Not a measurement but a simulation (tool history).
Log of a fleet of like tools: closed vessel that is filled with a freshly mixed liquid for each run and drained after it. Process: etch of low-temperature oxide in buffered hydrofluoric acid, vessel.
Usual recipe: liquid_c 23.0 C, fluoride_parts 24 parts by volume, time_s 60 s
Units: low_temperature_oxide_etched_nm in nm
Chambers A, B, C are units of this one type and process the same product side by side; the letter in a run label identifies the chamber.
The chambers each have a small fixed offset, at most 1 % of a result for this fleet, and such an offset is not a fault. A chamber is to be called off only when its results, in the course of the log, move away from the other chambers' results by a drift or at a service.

run	hour	liquid_c	fluoride_parts	time_s	read-back film thickness of the low-temperature oxide reference wafer, read on the same gauge (nm)	low_temperature_oxide_etched_nm
1C	7.6	23.0	24	60	59.987	79.202
2B	11.9	23.0	24	60	60.001	80.421
3A	18.4	23.0	24	60	59.989	78.887
4C	24.0	23.0	24	60	60.001	79.847
5A	30.9	23.0	24	60	60.013	80.201
6B	35.9	23.0	24	60	59.999	81.241
7C	42.8	23.0	24	60	60.006	79.759
8B	49.6	23.0	24	60	60.017	80.779
9A	56.1	23.0	24	60	59.991	81.129
10B	60.5	23.0	24	60	60.005	81.411
11C	68.0	23.0	24	60	60.012	80.446
12A	75.5	23.0	24	60	60.000	80.546
13B	79.1	23.0	24	60	59.985	80.932
14C	84.1	23.0	24	60	59.991	79.674
15A	88.3	23.0	24	60	60.022	80.072
16B	94.0	23.0	30	30	60.018	34.495
17A	100.8	23.0	30	30	59.995	34.129
18C	104.3	23.0	30	30	60.004	34.506
19A	108.6	23.0	24	60	60.000	80.168
20C	116.1	23.0	24	60	60.017	80.392
21B	121.9	23.0	24	60	60.000	80.961
22C	128.1	23.0	24	60	59.999	79.618
23B	133.7	23.0	24	60	60.011	80.445
24A	140.5	23.0	24	60	60.011	78.719
25C	146.4	23.0	24	60	59.995	79.700
26B	152.4	23.0	24	60	60.006	79.928
27A	157.7	23.0	30	70	59.988	78.489
28B	163.5	23.0	30	70	60.003	80.067
29A	171.1	23.0	30	70	60.018	79.165
30C	176.7	20.5	24	90	60.010	103.550
31C	184.3	20.5	24	90	59.979	103.900
32B	189.0	20.5	24	90	59.985	104.660
33A	193.9	23.0	24	60	60.021	79.970
34B	198.6	23.0	24	60	59.994	80.578
35C	203.3	23.0	24	60	59.999	79.864
36A	208.3	23.0	24	60	59.989	78.845

The same settings go to every chamber for the next run, one line per chamber below. Forecast the results for each:
37A	214.2	23.0	24	60		?
37B	214.2	23.0	24	60		?
37C	214.2	23.0	24	60		?

run	low_temperature_oxide_etched_nm
37A	80.587
37B	79.971
37C	80.055

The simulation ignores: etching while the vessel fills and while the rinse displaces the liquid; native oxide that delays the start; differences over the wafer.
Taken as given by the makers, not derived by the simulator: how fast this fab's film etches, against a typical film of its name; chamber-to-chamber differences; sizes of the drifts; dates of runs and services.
